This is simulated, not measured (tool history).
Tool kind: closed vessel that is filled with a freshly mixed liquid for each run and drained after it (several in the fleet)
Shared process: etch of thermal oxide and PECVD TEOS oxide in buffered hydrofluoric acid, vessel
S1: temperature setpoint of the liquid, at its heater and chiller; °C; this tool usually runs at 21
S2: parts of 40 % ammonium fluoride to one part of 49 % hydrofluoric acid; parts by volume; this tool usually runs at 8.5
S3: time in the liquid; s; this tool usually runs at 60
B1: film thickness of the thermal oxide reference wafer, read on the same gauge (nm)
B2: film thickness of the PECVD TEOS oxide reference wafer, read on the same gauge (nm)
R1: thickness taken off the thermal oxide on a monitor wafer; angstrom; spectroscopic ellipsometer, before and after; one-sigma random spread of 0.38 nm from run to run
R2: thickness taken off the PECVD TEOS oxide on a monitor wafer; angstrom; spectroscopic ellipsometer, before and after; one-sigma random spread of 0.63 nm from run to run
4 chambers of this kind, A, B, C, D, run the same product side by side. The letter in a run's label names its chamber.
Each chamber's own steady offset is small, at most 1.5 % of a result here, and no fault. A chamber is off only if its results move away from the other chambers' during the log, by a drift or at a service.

{"run": "1A", "hour": 7.3, "S1": 21, "S2": 8.5, "S3": 60, "B1": 99.991, "B2": 150, "R1": 668.92, "R2": 1338.4}
{"run": "2C", "hour": 15.7, "S1": 21, "S2": 8.5, "S3": 60, "B1": 100, "B2": 149.97, "R1": 665.46, "R2": 1359.2}
{"run": "3B", "hour": 20.2, "S1": 21, "S2": 8.5, "S3": 60, "B1": 99.984, "B2": 149.99, "R1": 674.67, "R2": 1337.5}
{"run": "4D", "hour": 24.9, "S1": 21, "S2": 8.5, "S3": 60, "B1": 99.994, "B2": 150.03, "R1": 669.97, "R2": 1329}
{"run": "5D", "hour": 33.6, "S1": 21, "S2": 8.5, "S3": 60, "B1": 99.974, "B2": 150.02, "R1": 679.82, "R2": 1320.8}
{"hour": 41.3, "done": "chamber C: hydrofluoric acid flow meter replaced"}
{"run": "6C", "hour": 42.7, "S1": 21, "S2": 8.5, "S3": 60, "B1": 100.01, "B2": 150.01, "R1": 668.76, "R2": 1352.4}
{"run": "7B", "hour": 49.6, "S1": 21, "S2": 8.5, "S3": 60, "B1": 99.986, "B2": 150, "R1": 667.96, "R2": 1333.3}
{"run": "8A", "hour": 54.0, "S1": 21, "S2": 6, "S3": 80, "B1": 100.02, "B2": 150, "R1": 1263.4, "R2": 2491.9}
{"run": "9B", "hour": 63.2, "S1": 21, "S2": 6, "S3": 80, "B1": 99.997, "B2": 149.96, "R1": 1280.3, "R2": 2512.3}
{"run": "10A", "hour": 72.0, "S1": 21, "S2": 6, "S3": 80, "B1": 99.995, "B2": 150.03, "R1": 1258.8, "R2": 2461.1}
{"hour": 75.1, "done": "chamber A: hydrofluoric acid flow meter replaced"}
{"run": "11C", "hour": 80.5, "S1": 21, "S2": 6, "S3": 80, "B1": 99.998, "B2": 149.96, "R1": 1264.8, "R2": 2516.2}
{"run": "12D", "hour": 87.3, "S1": 21, "S2": 8.5, "S3": 60, "B1": 99.986, "B2": 150.02, "R1": 675.56, "R2": 1320}
{"run": "13D", "hour": 95.6, "S1": 21, "S2": 8.5, "S3": 60, "B1": 100, "B2": 150.01, "R1": 670.94, "R2": 1322.5}
{"run": "14C", "hour": 104.4, "S1": 21, "S2": 8.5, "S3": 60, "B1": 100.01, "B2": 149.99, "R1": 669.78, "R2": 1349.1}
{"run": "15B", "hour": 110.4, "S1": 21, "S2": 8.5, "S3": 60, "B1": 99.993, "B2": 150.01, "R1": 678.31, "R2": 1319.7}
{"run": "16A", "hour": 118.9, "S1": 21, "S2": 8.5, "S3": 60, "B1": 99.986, "B2": 149.99, "R1": 670.86, "R2": 1328.8}
{"run": "17D", "hour": 126.4, "S1": 21, "S2": 8.5, "S3": 60, "B1": 100.01, "B2": 149.96, "R1": 674.36, "R2": 1323.3}
{"run": "18A", "hour": 132.3, "S1": 21, "S2": 8.5, "S3": 60, "B1": 100.01, "B2": 150, "R1": 670.98, "R2": 1326.9}
{"run": "19B", "hour": 139.8, "S1": 21, "S2": 8.5, "S3": 60, "B1": 100.02, "B2": 149.97, "R1": 671.43, "R2": 1335}
{"run": "20C", "hour": 147.7, "S1": 21, "S2": 8.5, "S3": 60, "B1": 99.996, "B2": 150.02, "R1": 663.85, "R2": 1340.3}
{"run": "21B", "hour": 153.7, "S1": 21, "S2": 8.5, "S3": 60, "B1": 100, "B2": 149.98, "R1": 674.37, "R2": 1329.2}
{"run": "22C", "hour": 160.4, "S1": 21, "S2": 8.5, "S3": 60, "B1": 99.997, "B2": 149.97, "R1": 668.47, "R2": 1343.5}
{"run": "23D", "hour": 169.4, "S1": 21, "S2": 8.5, "S3": 60, "B1": 100, "B2": 149.99, "R1": 677.95, "R2": 1320.6}
{"hour": 172.9, "done": "chamber B: hydrofluoric acid flow meter replaced"}
{"run": "24A", "hour": 175.3, "S1": 21, "S2": 8.5, "S3": 60, "B1": 100.01, "B2": 150.01, "R1": 674.04, "R2": 1333.8}
{"run": "25D", "hour": 180.7, "S1": 21, "S2": 8.5, "S3": 60, "B1": 99.993, "B2": 150.03, "R1": 670.27, "R2": 1330.1}
{"run": "26A", "hour": 184.7, "S1": 21, "S2": 8.5, "S3": 60, "B1": 100, "B2": 150.02, "R1": 675.65, "R2": 1325.4}
{"run": "27C", "hour": 192.1, "S1": 21, "S2": 8.5, "S3": 60, "B1": 100, "B2": 150, "R1": 665.52, "R2": 1343.9}
{"run": "28B", "hour": 198.0, "S1": 21, "S2": 8.5, "S3": 60, "B1": 100.01, "B2": 149.98, "R1": 671.76, "R2": 1325}
{"run": "29A", "hour": 206.6, "S1": 21, "S2": 8.5, "S3": 60, "B1": 99.999, "B2": 149.99, "R1": 664.38, "R2": 1330.7}
{"run": "30B", "hour": 210.6, "S1": 21, "S2": 8.5, "S3": 60, "B1": 100.03, "B2": 149.96, "R1": 675.34, "R2": 1322.7}

All chambers now run identical settings, listed one chamber a line with results as question marks. What results will each chamber show?
{"run": "31A", "hour": 217.2, "S1": 21, "S2": 8.5, "S3": 60, "R1": "?", "R2": "?"}
{"run": "31B", "hour": 217.2, "S1": 21, "S2": 8.5, "S3": 60, "R1": "?", "R2": "?"}
{"run": "31C", "hour": 217.2, "S1": 21, "S2": 8.5, "S3": 60, "R1": "?", "R2": "?"}
{"run": "31D", "hour": 217.2, "S1": 21, "S2": 8.5, "S3": 60, "R1": "?", "R2": "?"}

run=31A R1=669.07 R2=1329.9
run=31B R1=681.45 R2=1328.8
run=31C R1=666.52 R2=1357.1
run=31D R1=673.22 R2=1322.8

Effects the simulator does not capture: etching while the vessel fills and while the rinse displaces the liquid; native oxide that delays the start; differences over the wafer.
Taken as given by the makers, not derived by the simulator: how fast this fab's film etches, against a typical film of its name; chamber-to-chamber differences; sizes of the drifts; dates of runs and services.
